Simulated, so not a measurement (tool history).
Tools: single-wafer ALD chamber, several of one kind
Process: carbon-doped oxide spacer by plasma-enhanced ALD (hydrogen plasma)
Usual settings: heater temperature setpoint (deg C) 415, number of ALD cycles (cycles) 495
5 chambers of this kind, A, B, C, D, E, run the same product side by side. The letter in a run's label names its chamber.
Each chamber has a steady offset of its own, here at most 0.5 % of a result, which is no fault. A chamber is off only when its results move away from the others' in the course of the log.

run,hour,heater temperature setpoint (deg C),number of ALD cycles (cycles),"read-back reference wafer on the same gauge, thickness_nm",mean film thickness on the monitor wafer (angstrom)
1E,4.5,415,495,26.588,234.87
2C,12.3,415,495,26.587,235.72
3D,19.4,415,495,26.581,235.34
4B,25.2,415,495,26.588,237.06
# hour 27.9: chamber D: thermocouple changed; heater temperature recalibrated
5A,33.7,415,495,26.572,235.32
6A,39.9,415,495,26.562,235.39
7D,48.2,415,495,26.554,234.49
8B,57.6,415,495,26.547,237.39
9E,66.1,415,495,26.554,235.23
10C,71,415,495,26.532,235.21
11E,75.9,415,583,26.539,276.59
12C,85.3,415,583,26.531,277.1
13A,92.9,415,583,26.519,277.04
14D,102.5,415,583,26.508,276.02
15B,111.3,415,583,26.499,277.87
16E,116.1,415,495,26.501,234.91
17C,123,415,495,26.491,234.55
18D,127.5,415,495,26.498,234.47
19A,131.8,415,495,26.494,235.1
20B,137.2,415,495,26.483,236.44
21E,146.1,415,495,26.475,234.72
22B,151.7,415,495,26.479,235.93
23C,160,415,495,26.469,234.48
24D,166.2,415,495,26.466,234.22
25A,173.3,415,495,26.444,234.13
26E,180.7,415,495,26.454,233.38
# hour 184.8: chamber B: thermocouple changed; heater temperature recalibrated
27B,189.1,415,495,26.432,236.1
28A,195.7,415,495,26.435,234.33
29C,202,415,495,26.419,233.56
30D,211.3,415,495,26.421,233.7

What goes on in this fleet: one chamber off, a drifting gauge, or nothing beyond the chambers' own small offsets? Name the chamber and the cause, if any.

The gauge drifts, so all chambers seem to drift together. No chamber is off.
Cause: gauge reads low (%) = 0.697.
